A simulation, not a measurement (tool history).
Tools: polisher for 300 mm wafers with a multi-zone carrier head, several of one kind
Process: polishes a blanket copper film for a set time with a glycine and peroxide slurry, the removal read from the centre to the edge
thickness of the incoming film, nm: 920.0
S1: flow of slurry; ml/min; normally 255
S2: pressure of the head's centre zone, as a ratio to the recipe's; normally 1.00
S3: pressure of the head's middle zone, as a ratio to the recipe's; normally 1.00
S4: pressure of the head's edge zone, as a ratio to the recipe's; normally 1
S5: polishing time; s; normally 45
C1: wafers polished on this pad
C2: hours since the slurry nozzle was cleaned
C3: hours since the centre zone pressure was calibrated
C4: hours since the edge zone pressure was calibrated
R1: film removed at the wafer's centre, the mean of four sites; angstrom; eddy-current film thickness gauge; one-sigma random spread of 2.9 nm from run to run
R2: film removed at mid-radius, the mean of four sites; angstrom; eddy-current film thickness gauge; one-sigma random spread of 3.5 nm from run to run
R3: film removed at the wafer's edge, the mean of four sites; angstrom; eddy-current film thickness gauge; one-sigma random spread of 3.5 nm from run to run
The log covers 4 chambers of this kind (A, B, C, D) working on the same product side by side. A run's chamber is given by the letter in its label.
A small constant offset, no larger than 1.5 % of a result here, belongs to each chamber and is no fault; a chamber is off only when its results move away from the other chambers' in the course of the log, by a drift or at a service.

run 1A hour=5.6 | S1=255 S2=1.00 S3=1.00 S4=1 S5=45 | C1=317 C2=465.2 C3=889.6 C4=385.1 | R1=2792.5 R2=2787.8 R3=2820.3
run 2B hour=12.4 | S1=255 S2=1.00 S3=1.00 S4=1 S5=45 | C1=409 C2=311.8 C3=355.7 C4=681.5 | R1=2765.2 R2=2842.2 R3=2688.1
-- hour=19.1 chamber C: worn pad replaced by a new one
run 3D hour=21.7 | S1=255 S2=1.00 S3=1.00 S4=1 S5=45 | C1=861 C2=34.3 C3=663.1 C4=1040.4 | R1=2811.6 R2=2774.7 R3=2721.2
-- hour=22.9 chamber D: edge zone pressure recalibrated
run 4C hour=28.1 | S1=255 S2=1.00 S3=1.00 S4=1 S5=45 | C1=110 C2=412.8 C3=147.0 C4=223.1 | R1=2788.2 R2=2776.6 R3=2750.7
run 5C hour=38.3 | S1=255 S2=1.00 S3=1.00 S4=1 S5=45 | C1=235 C2=423.0 C3=157.2 C4=233.3 | R1=2824.2 R2=2844.7 R3=2777.7
-- hour=39.0 chamber B: worn pad replaced by a new one
run 6B hour=48.9 | S1=255 S2=1.00 S3=1.00 S4=1 S5=45 | C1=121 C2=348.3 C3=392.2 C4=718.0 | R1=2835.9 R2=2816.9 R3=2778.3
-- hour=50.6 chamber D: worn pad replaced by a new one
run 7A hour=56.2 | S1=255 S2=1.00 S3=1.00 S4=1 S5=45 | C1=935 C2=515.8 C3=940.2 C4=435.7 | R1=2806.5 R2=2733.2 R3=2854.4
run 8D hour=62.8 | S1=255 S2=1.00 S3=1.00 S4=1 S5=45 | C1=149 C2=75.4 C3=704.2 C4=39.9 | R1=2816.0 R2=2781.3 R3=2744.9
-- hour=64.0 chamber A: worn pad replaced by a new one
run 9C hour=73.4 | S1=255 S2=1.00 S3=1.00 S4=1 S5=45 | C1=664 C2=458.1 C3=192.3 C4=268.4 | R1=2761.9 R2=2851.1 R3=2787.3
-- hour=73.5 chamber B: edge zone pressure recalibrated
-- hour=81.2 chamber C: worn pad replaced by a new one
run 10D hour=82.3 | S1=255 S2=1.00 S3=1.00 S4=1 S5=45 | C1=387 C2=94.9 C3=723.7 C4=59.4 | R1=2767.1 R2=2815.2 R3=2792.5
run 11B hour=92.7 | S1=255 S2=1.00 S3=1.00 S4=1 S5=45 | C1=656 C2=392.1 C3=436.0 C4=19.2 | R1=2801.1 R2=2809.3 R3=2748.9
-- hour=98.9 chamber B: worn pad replaced by a new one
run 12A hour=101.6 | S1=255 S2=1.00 S3=0.91 S4=1 S5=45 | C1=459 C2=561.2 C3=985.6 C4=481.1 | R1=2855.0 R2=2607.5 R3=2878.3
run 13C hour=111.0 | S1=255 S2=1.00 S3=0.91 S4=1 S5=45 | C1=365 C2=495.7 C3=229.9 C4=306.0 | R1=2773.6 R2=2608.5 R3=2816.7
run 14B hour=119.3 | S1=255 S2=1.00 S3=0.91 S4=1 S5=45 | C1=249 C2=418.7 C3=462.6 C4=45.8 | R1=2806.1 R2=2618.3 R3=2835.4
run 15D hour=125.0 | S1=255 S2=1.00 S3=0.91 S4=1 S5=45 | C1=909 C2=137.6 C3=766.4 C4=102.1 | R1=2728.2 R2=2571.8 R3=2751.5
run 16A hour=133.4 | S1=325 S2=1.00 S3=0.92 S4=1 S5=45 | C1=848 C2=593.0 C3=1017.4 C4=512.9 | R1=2919.2 R2=2690.2 R3=2841.4
-- hour=139.0 chamber A: worn pad replaced by a new one
-- hour=139.1 chamber C: slurry nozzle cleaned
run 17B hour=139.5 | S1=325 S2=1.00 S3=0.92 S4=1 S5=45 | C1=495 C2=438.9 C3=482.8 C4=66.0 | R1=2849.9 R2=2719.1 R3=2874.0
run 18D hour=144.6 | S1=325 S2=1.00 S3=0.92 S4=1 S5=45 | C1=1148 C2=157.2 C3=786.0 C4=121.7 | R1=2706.6 R2=2622.2 R3=2747.5
-- hour=148.8 chamber C: worn pad replaced by a new one
run 19A hour=150.7 | S1=325 S2=1.00 S3=0.92 S4=1 S5=45 | C1=143 C2=610.3 C3=1034.7 C4=530.2 | R1=2995.6 R2=2622.2 R3=2925.8
-- hour=153.0 chamber D: worn pad replaced by a new one
-- hour=153.5 chamber B: worn pad replaced by a new one
run 20C hour=158.8 | S1=255 S2=0.96 S3=1.00 S4=1 S5=58 | C1=122 C2=19.8 C3=277.7 C4=353.8 | R1=3420.6 R2=3641.6 R3=3595.1
run 21D hour=165.3 | S1=255 S2=0.96 S3=1.00 S4=1 S5=58 | C1=150 C2=177.9 C3=806.7 C4=142.4 | R1=3184.6 R2=3603.8 R3=3593.6
run 22C hour=173.0 | S1=255 S2=0.96 S3=1.00 S4=1 S5=58 | C1=296 C2=34.0 C3=291.9 C4=368.0 | R1=3468.4 R2=3603.7 R3=3631.3
run 23A hour=180.2 | S1=255 S2=0.96 S3=1.00 S4=1 S5=58 | C1=504 C2=639.8 C3=1064.2 C4=559.7 | R1=3483.4 R2=3598.8 R3=3616.5
run 24B hour=190.2 | S1=255 S2=1.00 S3=1.00 S4=1 S5=45 | C1=449 C2=489.6 C3=533.5 C4=116.7 | R1=2786.7 R2=2821.1 R3=2812.6
run 25B hour=195.7 | S1=255 S2=1.00 S3=1.00 S4=1 S5=45 | C1=516 C2=495.1 C3=539.0 C4=122.2 | R1=2776.9 R2=2782.8 R3=2782.7
-- hour=203.6 chamber B: slurry nozzle cleaned
run 26D hour=205.5 | S1=255 S2=1.00 S3=1.00 S4=1 S5=45 | C1=641 C2=218.1 C3=846.9 C4=182.6 | R1=2556.8 R2=2778.0 R3=2732.2
run 27C hour=212.0 | S1=255 S2=1.00 S3=1.00 S4=1 S5=45 | C1=772 C2=73.0 C3=330.9 C4=407.0 | R1=2784.4 R2=2783.7 R3=2823.1
-- hour=214.5 chamber A: worn pad replaced by a new one
-- hour=214.9 chamber B: worn pad replaced by a new one
-- hour=217.6 chamber C: worn pad replaced by a new one
run 28A hour=220.5 | S1=290 S2=1.00 S3=0.89 S4=1 S5=45 | C1=73 C2=680.1 C3=1104.5 C4=600.0 | R1=2877.5 R2=2479.7 R3=2836.5
-- hour=222.2 chamber A: slurry nozzle cleaned
run 29C hour=231.3 | S1=290 S2=1.00 S3=0.89 S4=1 S5=45 | C1=168 C2=92.3 C3=350.2 C4=426.3 | R1=2833.3 R2=2551.4 R3=2855.3
run 30B hour=239.1 | S1=290 S2=1.00 S3=0.89 S4=1 S5=45 | C1=295 C2=35.5 C3=582.4 C4=165.6 | R1=2830.6 R2=2516.2 R3=2798.5
-- hour=242.5 chamber C: edge zone pressure recalibrated
run 31A hour=245.6 | S1=290 S2=1.00 S3=0.89 S4=1 S5=45 | C1=380 C2=23.4 C3=1129.6 C4=625.1 | R1=2872.4 R2=2474.0 R3=2933.3
-- hour=248.2 chamber D: worn pad replaced by a new one
run 32D hour=253.3 | S1=255 S2=1.00 S3=1.00 S4=1 S5=45 | C1=62 C2=265.9 C3=894.7 C4=230.4 | R1=2539.5 R2=2767.7 R3=2761.4
run 33C hour=262.4 | S1=255 S2=1.00 S3=1.00 S4=1 S5=45 | C1=547 C2=123.4 C3=381.3 C4=20.0 | R1=2808.5 R2=2749.8 R3=2788.7
run 34B hour=270.3 | S1=255 S2=1.00 S3=1.00 S4=1 S5=45 | C1=676 C2=66.7 C3=613.6 C4=196.8 | R1=2809.4 R2=2772.3 R3=2753.2
run 35A hour=275.8 | S1=255 S2=1.00 S3=1.00 S4=1 S5=45 | C1=749 C2=53.6 C3=1159.8 C4=655.3 | R1=2823.4 R2=2849.4 R3=2929.3
-- hour=280.7 chamber C: worn pad replaced by a new one
run 36D hour=285.0 | S1=255 S2=1.00 S3=1.00 S4=1 S5=45 | C1=449 C2=297.6 C3=926.4 C4=262.1 | R1=2448.2 R2=2800.1 R3=2738.0
run 37A hour=293.7 | S1=310 S2=1.00 S3=1.00 S4=1 S5=45 | C1=967 C2=71.5 C3=1177.7 C4=673.2 | R1=2933.2 R2=2867.2 R3=2902.8
run 38D hour=302.3 | S1=310 S2=1.00 S3=1.00 S4=1 S5=45 | C1=661 C2=314.9 C3=943.7 C4=279.4 | R1=2487.9 R2=2844.9 R3=2711.0
run 39C hour=311.6 | S1=310 S2=1.00 S3=1.00 S4=1 S5=45 | C1=378 C2=172.6 C3=430.5 C4=69.2 | R1=2827.3 R2=2810.5 R3=2828.5

Which is it: a chamber that has drifted or been left off by a service, a gauge drift common to all chambers, or only each chamber's usual small offset? If a chamber is off, name it and its likeliest cause.

Little by little, chamber D moves away from the other chambers.
What lies behind it: centre zone's pressure below its setpoint, % = 12.1.

Here are 4 candidates for chamber D's next run, each the usual settings with a change, their results left as question marks. Which one brings its results back in line with what the others give on the usual settings?
Counts as in line when no further than this from what the other chambers average on the usual settings: R1 100.0 angstrom; R2 120.0 angstrom; R3 120.0 angstrom
run 40D-1 hour=319.4 | S1=245 S2=0.85 S3=1.04 S4=1.05 S5=43 | R1=? R2=? R3=?
run 40D-2 hour=319.4 | S1=250 S2=0.90 S3=1.03 S4=1.03 S5=44 | R1=? R2=? R3=?
run 40D-3 hour=319.4 | S1=270 S2=1.17 S3=0.96 S4=0.94 S5=47 | R1=? R2=? R3=?
run 40D-4 hour=319.4 | S1=265 S2=1.11 S3=0.97 S4=0.96 S5=46 | R1=? R2=? R3=?

What the other chambers average on the usual settings: R1 2802.9 angstrom; R2 2802.8 angstrom; R3 2807.3 angstrom
run=40D-1 R1=1909.6 R2=2747.8 R3=2714.8
run=40D-2 R1=2090.9 R2=2792.8 R3=2754.5
run=40D-3 R1=3020.9 R2=2817.1 R3=2824.9
run=40D-4 R1=2783.6 R2=2778.5 R3=2790.5
The answer is 40D-4, which returns the chamber to within the allowed miss of the others.
